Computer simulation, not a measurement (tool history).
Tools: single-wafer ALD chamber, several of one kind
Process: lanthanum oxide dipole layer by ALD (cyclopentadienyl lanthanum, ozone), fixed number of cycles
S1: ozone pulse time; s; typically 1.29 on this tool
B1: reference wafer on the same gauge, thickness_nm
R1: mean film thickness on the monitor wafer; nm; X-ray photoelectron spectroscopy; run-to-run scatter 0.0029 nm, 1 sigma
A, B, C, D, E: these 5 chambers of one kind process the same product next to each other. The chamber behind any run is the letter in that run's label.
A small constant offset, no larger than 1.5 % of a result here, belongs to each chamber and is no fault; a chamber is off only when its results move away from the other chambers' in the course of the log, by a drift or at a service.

run	hour	S1	B1	R1
1E	7.3	1.29	0.46244	0.54573
2A	15.3	1.29	0.46259	0.53843
3D	25.0	1.29	0.46137	0.53852
4B	32.6	1.29	0.46184	0.53334
5C	39.6	1.29	0.46230	0.53535
6B	50.2	1.29	0.46180	0.53325
7C	56.5	1.29	0.46228	0.53390
8E	66.2	1.29	0.46197	0.54107
9A	75.7	1.29	0.46224	0.52985
10D	87.9	1.67	0.46149	0.56464
11A	94.4	1.67	0.46187	0.55278
12E	106.9	1.67	0.46134	0.56771
13B	117.6	1.67	0.46185	0.55507
14D	125.8	1.67	0.46213	0.56033
15C	138.5	1.29	0.46229	0.53370
16B	146.1	1.29	0.46186	0.53549
17D	157.5	1.29	0.46210	0.53684
18E	169.4	1.29	0.46195	0.54233
# hour 178.7: chamber E: ozone generator serviced
19C	179.3	1.71	0.46191	0.56042
20A	189.4	1.71	0.46166	0.54776
21E	200.4	1.71	0.46267	0.57092
22C	207.6	1.71	0.46218	0.56626
# hour 208.8: chamber C: ozone generator serviced
23B	216.3	1.71	0.46173	0.55949
24A	222.6	1.57	0.46223	0.54140
# hour 226.8: chamber C: thermocouple changed; heater temperature recalibrated
25D	235.9	1.57	0.46166	0.55131
26A	247.5	1.57	0.46185	0.53658
27C	259.9	1.57	0.46146	0.56115
28D	265.7	1.57	0.46187	0.55297
29B	272.3	1.29	0.46191	0.53409
30E	281.2	1.29	0.46207	0.54735
31C	290.5	1.29	0.46209	0.53446
32A	300.9	1.29	0.46213	0.50603
33E	311.1	1.29	0.46233	0.53828
34D	320.9	1.29	0.46229	0.53574
35B	330.7	1.29	0.46200	0.53099
36E	338.6	1.29	0.46168	0.54498
37D	348.8	1.29	0.46278	0.53385
38C	356.8	1.29	0.46175	0.53472
39B	366.1	1.29	0.46255	0.53253

Does one chamber stand apart from the rest, does the shared gauge drift, or is all well apart from small per-chamber offsets? Give the chamber and the most likely cause, where there is one.

Little by little, chamber A moves away from the other chambers.
Most likely cause: ozone dose below that of a generator just serviced (%) = 22.8.

Here are 4 candidates for chamber A's next run, each the usual settings with a change, their results left as question marks. Which one brings its results back in line with what the others give on the usual settings?
Counts as in line when no further than this from what the other chambers average on the usual settings: R1 0.01000 nm
40A-1	375.8	1.17		?
40A-2	375.8	1.04		?
40A-3	375.8	1.41		?
40A-4	375.8	1.67		?

Mean of the other chambers on the usual settings: R1 0.53682 nm
run	R1
40A-1	0.48255
40A-2	0.46122
40A-3	0.51222
40A-4	0.53405
Change 40A-4 lands the chamber within the allowed miss of the other chambers.

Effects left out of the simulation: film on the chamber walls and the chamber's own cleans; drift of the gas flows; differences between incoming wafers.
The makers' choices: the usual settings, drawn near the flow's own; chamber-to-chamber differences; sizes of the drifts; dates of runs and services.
